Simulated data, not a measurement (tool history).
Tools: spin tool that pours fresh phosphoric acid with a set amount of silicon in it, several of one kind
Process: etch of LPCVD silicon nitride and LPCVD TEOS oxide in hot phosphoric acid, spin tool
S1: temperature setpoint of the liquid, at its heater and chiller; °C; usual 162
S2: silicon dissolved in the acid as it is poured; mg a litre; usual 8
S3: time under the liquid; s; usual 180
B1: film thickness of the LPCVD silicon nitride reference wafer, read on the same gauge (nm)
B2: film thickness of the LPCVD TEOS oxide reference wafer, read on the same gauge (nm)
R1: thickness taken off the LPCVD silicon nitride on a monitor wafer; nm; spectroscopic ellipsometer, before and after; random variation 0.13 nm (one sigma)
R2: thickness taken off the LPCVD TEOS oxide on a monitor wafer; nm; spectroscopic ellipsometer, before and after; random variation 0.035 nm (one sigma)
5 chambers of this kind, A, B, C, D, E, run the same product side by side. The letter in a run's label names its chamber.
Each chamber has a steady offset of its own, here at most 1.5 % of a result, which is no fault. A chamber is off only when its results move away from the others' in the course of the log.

run 1E hour=7.7 | S1=162 S2=8 S3=180 | B1=109.98 B2=130.01 | R1=17.1 R2=0.55097
run 2B hour=15.3 | S1=162 S2=8 S3=180 | B1=109.99 B2=130 | R1=16.72 R2=0.58388
run 3A hour=23.2 | S1=162 S2=8 S3=180 | B1=110.02 B2=130.01 | R1=16.647 R2=0.58967
run 4C hour=31.6 | S1=162 S2=8 S3=180 | B1=109.99 B2=130.01 | R1=16.504 R2=0.53718
run 5D hour=38.3 | S1=162 S2=8 S3=180 | B1=109.99 B2=130.02 | R1=16.901 R2=0.53618
run 6B hour=46 | S1=162 S2=8 S3=180 | B1=110.01 B2=129.99 | R1=16.821 R2=0.52819
run 7C hour=54.3 | S1=162 S2=8 S3=180 | B1=110.03 B2=130 | R1=16.821 R2=0.62542
run 8E hour=62.6 | S1=162 S2=8 S3=180 | B1=109.99 B2=129.99 | R1=17.201 R2=0.54509
run 9A hour=73.6 | S1=162 S2=8 S3=180 | B1=109.98 B2=130.02 | R1=16.77 R2=0.58656
run 10D hour=80.8 | S1=162 S2=8 S3=180 | B1=109.97 B2=129.99 | R1=16.905 R2=0.56162
run 11C hour=87.9 | S1=162 S2=8 S3=285 | B1=110.03 B2=130 | R1=26.736 R2=0.8428
run 12B hour=97.5 | S1=162 S2=8 S3=285 | B1=110.01 B2=129.99 | R1=26.471 R2=0.86483
run 13A hour=106.9 | S1=162 S2=8 S3=285 | B1=110.01 B2=130 | R1=26.886 R2=0.9334
run 14D hour=117.2 | S1=162 S2=8 S3=285 | B1=109.99 B2=129.98 | R1=26.588 R2=0.81367
run 15E hour=124.1 | S1=162 S2=8 S3=285 | B1=110.02 B2=129.98 | R1=27.183 R2=0.95199
run 16C hour=134.6 | S1=162 S2=8 S3=180 | B1=109.97 B2=130 | R1=16.489 R2=0.53225
-- hour=140.2 chamber E: dissolved silicon flow meter replaced
run 17E hour=143.8 | S1=162 S2=8 S3=180 | B1=110.02 B2=129.99 | R1=17.192 R2=0.52224
run 18D hour=154.3 | S1=162 S2=8 S3=180 | B1=109.99 B2=130 | R1=16.655 R2=0.56822
run 19B hour=159.3 | S1=162 S2=8 S3=180 | B1=110.02 B2=129.97 | R1=16.684 R2=0.56419
run 20A hour=166.5 | S1=163.5 S2=4.5 S3=180 | B1=110.01 B2=130 | R1=17.594 R2=0.68579
run 21A hour=174.3 | S1=163.5 S2=4.5 S3=180 | B1=110.01 B2=130.01 | R1=17.598 R2=0.7313
run 22D hour=181.3 | S1=163.5 S2=4.5 S3=180 | B1=110 B2=130 | R1=17.808 R2=0.71543
run 23C hour=191.5 | S1=163.5 S2=4.5 S3=180 | B1=110 B2=130 | R1=16.927 R2=0.67999
run 24B hour=197.9 | S1=163.5 S2=4.5 S3=180 | B1=110 B2=130 | R1=17.428 R2=0.68746
run 25E hour=206.8 | S1=162 S2=8 S3=180 | B1=110 B2=130 | R1=16.933 R2=0.59498
run 26D hour=212.4 | S1=162 S2=8 S3=180 | B1=110 B2=129.99 | R1=16.908 R2=0.56082
run 27B hour=221.4 | S1=162 S2=8 S3=180 | B1=109.96 B2=129.99 | R1=16.631 R2=0.56115
run 28C hour=230.7 | S1=162 S2=8 S3=180 | B1=109.99 B2=129.98 | R1=15.827 R2=0.55122
run 29A hour=238.5 | S1=162 S2=8 S3=180 | B1=109.98 B2=130.02 | R1=16.786 R2=0.55391
run 30E hour=248 | S1=162 S2=8 S3=180 | B1=109.99 B2=130.01 | R1=16.949 R2=0.58791
-- hour=248.5 chamber A: dissolved silicon flow meter replaced
run 31E hour=252.9 | S1=162 S2=8 S3=180 | B1=109.98 B2=129.99 | R1=17.2 R2=0.50886
run 32A hour=263.7 | S1=160.5 S2=8 S3=180 | B1=109.99 B2=129.99 | R1=15.797 R2=0.51265
run 33D hour=272.1 | S1=160.5 S2=8 S3=180 | B1=110.01 B2=130.02 | R1=16.275 R2=0.46088
run 34C hour=282.4 | S1=160.5 S2=8 S3=180 | B1=110 B2=129.99 | R1=14.568 R2=0.43268
run 35B hour=288.6 | S1=160.5 S2=8 S3=180 | B1=110.01 B2=130.02 | R1=16.022 R2=0.51367
run 36C hour=294 | S1=160.5 S2=8 S3=180 | B1=110 B2=130.01 | R1=14.519 R2=0.40249
run 37D hour=300.8 | S1=162 S2=8 S3=180 | B1=110.01 B2=129.99 | R1=16.719 R2=0.54643
run 38E hour=306.1 | S1=164.5 S2=8 S3=180 | B1=109.99 B2=130.02 | R1=18.441 R2=0.72483

Is one chamber off against the others, does the gauge drift, or is nothing wrong? If a chamber is off, say which, and what the likeliest cause is.

Chamber C drifts away from the others.
Cause: temperature lost on the way to the wafer (K) = 2.75.
The log may not tell that from: liquid colder than its thermometer reads (K).

Here are 4 candidates for chamber C's next run, each the usual settings with a change, their results left as question marks. Which one brings its results back in line with what the others give on the usual settings?
In line means no further than this from the other chambers' mean on the usual settings: R1 0.45 nm; R2 0.12 nm
run 39C-1 hour=314.1 | S1=163.5 S2=4 S3=200 | R1=? R2=?
run 39C-2 hour=314.1 | S1=161 S2=10.5 S3=170 | R1=? R2=?
run 39C-3 hour=314.1 | S1=160.5 S2=12 S3=160 | R1=? R2=?
run 39C-4 hour=314.1 | S1=163 S2=5.5 S3=190 | R1=? R2=?

The other chambers' mean on the usual settings: R1 16.87 nm; R2 0.56322 nm
run=39C-1 R1=17.801 R2=0.64096
run=39C-2 R1=13.901 R2=0.39348
run=39C-3 R1=12.863 R2=0.34391
run=39C-4 R1=16.63 R2=0.56844
39C-4 brings the chamber back in line.
